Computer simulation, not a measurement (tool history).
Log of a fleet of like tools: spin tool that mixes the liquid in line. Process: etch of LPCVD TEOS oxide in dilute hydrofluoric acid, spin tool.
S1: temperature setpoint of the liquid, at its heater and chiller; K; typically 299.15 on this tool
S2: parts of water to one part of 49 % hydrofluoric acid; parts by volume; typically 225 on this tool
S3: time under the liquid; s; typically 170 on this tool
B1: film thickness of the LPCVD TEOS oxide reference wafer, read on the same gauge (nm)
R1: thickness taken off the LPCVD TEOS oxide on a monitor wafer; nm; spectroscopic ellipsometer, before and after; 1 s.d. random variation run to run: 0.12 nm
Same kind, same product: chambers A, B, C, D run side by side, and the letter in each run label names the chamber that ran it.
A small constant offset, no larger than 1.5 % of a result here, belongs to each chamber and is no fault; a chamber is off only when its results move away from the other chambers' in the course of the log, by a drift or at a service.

run,hour,S1,S2,S3,B1,R1
1A,5.7,299.15,225,170,69.984,13.701
2D,15.4,299.15,225,170,70.011,13.846
3B,22.5,299.15,225,170,69.963,13.98
4C,28.9,299.15,225,170,69.985,13.953
5B,34.1,299.15,225,170,70,14.072
6D,44.9,299.15,300,170,70.018,9.5647
7A,53.2,299.15,300,170,69.965,9.5564
8C,63.2,299.15,300,170,70.029,9.7462
9A,72,299.15,300,170,70.029,9.5203
10B,79.1,299.15,225,170,69.991,13.935
11C,86.8,299.15,225,170,70.023,14.095
12D,95.3,299.15,225,170,69.978,13.939
13A,101.3,299.15,225,170,69.991,13.836
14B,111.9,299.15,225,170,70.001,14.27
15D,119.4,299.15,225,170,70.031,13.771
16C,126.6,299.15,225,170,69.979,14.017
17C,134.8,299.15,225,170,69.98,13.843
18D,141.2,299.15,225,170,70.034,13.758
19A,150.5,299.15,155,135,69.998,17.228
20B,157.6,299.15,155,135,70.005,17.544
21D,164.6,299.15,155,135,69.973,16.969
22B,171.2,299.15,155,135,70.018,17.641
23C,176,299.15,225,170,69.977,13.771
24A,184.5,299.15,225,170,69.971,13.962
# hour 189.7: chamber C: thermometer replaced
25B,189.8,299.15,225,170,69.999,13.985
26D,199.2,299.15,225,170,70.017,13.328
27C,205.3,299.15,225,170,70,13.875
28A,213.6,299.15,225,170,70.019,13.766
29C,223.9,303.65,225,110,70.004,10.561
30A,230.6,303.65,225,110,69.956,10.468
31D,237.4,303.65,225,110,70.003,10.019
32B,248.1,303.65,225,110,70.011,10.63
33D,256.5,299.15,225,170,70.023,12.91
34B,261.3,299.15,165,200,69.977,24.094
35C,271.7,299.15,165,200,69.973,23.475
36A,277.7,299.15,165,200,70.031,23.402
37C,285.5,299.15,165,200,70.012,23.638
38A,291.6,299.15,225,170,69.971,13.861
39B,301.1,299.15,225,170,70.055,14.219
40D,310.5,299.15,225,170,70.031,12.495
41A,318.7,299.15,225,170,69.961,13.689
42B,327.8,299.15,225,170,69.963,14.284
43D,337.8,299.15,225,170,69.989,12.256

Has any chamber moved away from the others, gradually or after a service, or does the common gauge drift, or do the chambers differ only by their own small steady offsets? State the chamber and the most likely cause if one applies.

Chamber D drifts away from the others.
What lies behind it: hydrofluoric acid flow below the setpoint (%) = 9.55.

Here are 4 candidates for chamber D's next run, each the usual settings with a change, their results left as question marks. Which one brings its results back in line with what the others give on the usual settings?
A result is in line if it is within this distance of the other chambers' mean on the usual settings: R1 0.43 nm
44D-1,345.5,299.15,265,170,,?
44D-2,345.5,302.65,225,170,,?
44D-3,345.5,299.15,225,150,,?
44D-4,345.5,299.15,190,170,,?

The other chambers' mean on the usual settings: R1 13.926 nm
run,R1
44D-1,9.9111
44D-2,13.838
44D-3,10.812
44D-4,15.176
It is 44D-2 that realigns the chamber with its peers.
